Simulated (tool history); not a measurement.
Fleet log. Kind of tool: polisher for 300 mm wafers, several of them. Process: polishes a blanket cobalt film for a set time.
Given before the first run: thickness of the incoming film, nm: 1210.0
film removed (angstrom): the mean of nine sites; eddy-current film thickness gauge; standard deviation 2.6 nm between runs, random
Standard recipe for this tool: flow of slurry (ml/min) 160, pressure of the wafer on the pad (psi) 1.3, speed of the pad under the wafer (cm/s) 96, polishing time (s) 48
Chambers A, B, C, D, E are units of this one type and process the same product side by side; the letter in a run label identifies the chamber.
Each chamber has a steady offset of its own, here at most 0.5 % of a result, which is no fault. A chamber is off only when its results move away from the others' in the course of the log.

run,hour,flow of slurry (ml/min),pressure of the wafer on the pad (psi),speed of the pad under the wafer (cm/s),polishing time (s),film removed (angstrom)
1B,4.8,160,1.3,96,48,1786.7
# hour 5.3: chamber E: worn pad replaced by a new one
2E,8.7,160,1.3,96,48,1824.2
# hour 9.5: chamber B: worn pad replaced by a new one
3D,14,160,1.3,96,48,1787.8
4A,16.6,160,1.3,96,48,1879.3
5C,21.1,160,1.7,96,40,2012.5
# hour 21.8: chamber A: worn pad replaced by a new one
6A,23.5,160,1.7,96,40,1991.8
# hour 28.4: chamber E: head pressure recalibrated
7D,28.5,160,1.7,96,40,1958
8E,33.2,160,1.7,96,40,1995.1
9C,35.7,160,1.7,96,40,1940.3
10B,38.7,160,1.3,96,48,1840.8
11C,42.4,160,1.3,96,48,1831.3
# hour 46.5: chamber C: worn pad replaced by a new one
12B,47.9,135,1.3,108,48,1951.8
13E,51.9,135,1.3,108,48,1942.4
14A,57.2,135,1.3,108,48,2039.1
15D,61.2,135,1.3,108,48,1993.8
16E,64.2,135,1.3,108,48,1963.2
17C,68.4,160,1.3,96,48,1790.5
# hour 72.1: chamber D: worn pad replaced by a new one
18D,73.1,160,1.3,96,48,1803.8
19B,76.4,160,1.3,96,48,1880.1
20A,81.7,160,1.3,96,48,1876.6
21C,85.1,160,1.3,96,48,1849.2
22E,90.5,160,1.3,96,48,1836.1
23B,94.4,160,1.3,96,48,1898.7
24A,98.3,160,1.3,96,48,1876.8
# hour 102.7: chamber A: worn pad replaced by a new one
25D,102.9,160,1.3,96,48,1845.5
26C,107.8,160,1.3,96,48,1836.3
27D,110.4,160,1.3,96,48,1831.2
28E,114,160,1.3,96,48,1856.3
29B,116.9,160,1.3,96,48,1889.2
30A,120.3,160,1.1,118,48,1910.4
31D,124.1,160,1.1,118,48,1917.9
# hour 124.6: chamber A: slurry nozzle cleaned
# hour 125.6: chamber E: slurry nozzle cleaned
# hour 126.5: chamber C: worn pad replaced by a new one
32A,128.1,160,1.1,118,48,1980.6
# hour 129.3: chamber B: worn pad replaced by a new one
33B,131.4,160,1.1,118,48,2096.5
34C,135.8,160,1.1,118,48,1930.3
35E,140.7,160,1.3,96,48,1845.8
36B,144.8,160,1.3,96,48,1967.2

For the next run the whole fleet of 5 chambers uses the same settings. Give each chamber's results:
37A,148.8,160,1.3,96,48,?
37B,148.8,160,1.3,96,48,?
37C,148.8,160,1.3,96,48,?
37D,148.8,160,1.3,96,48,?
37E,148.8,160,1.3,96,48,?

run,film removed (angstrom)
37A,1824.1
37B,2053.8
37C,1802.5
37D,1800.4
37E,1829.1
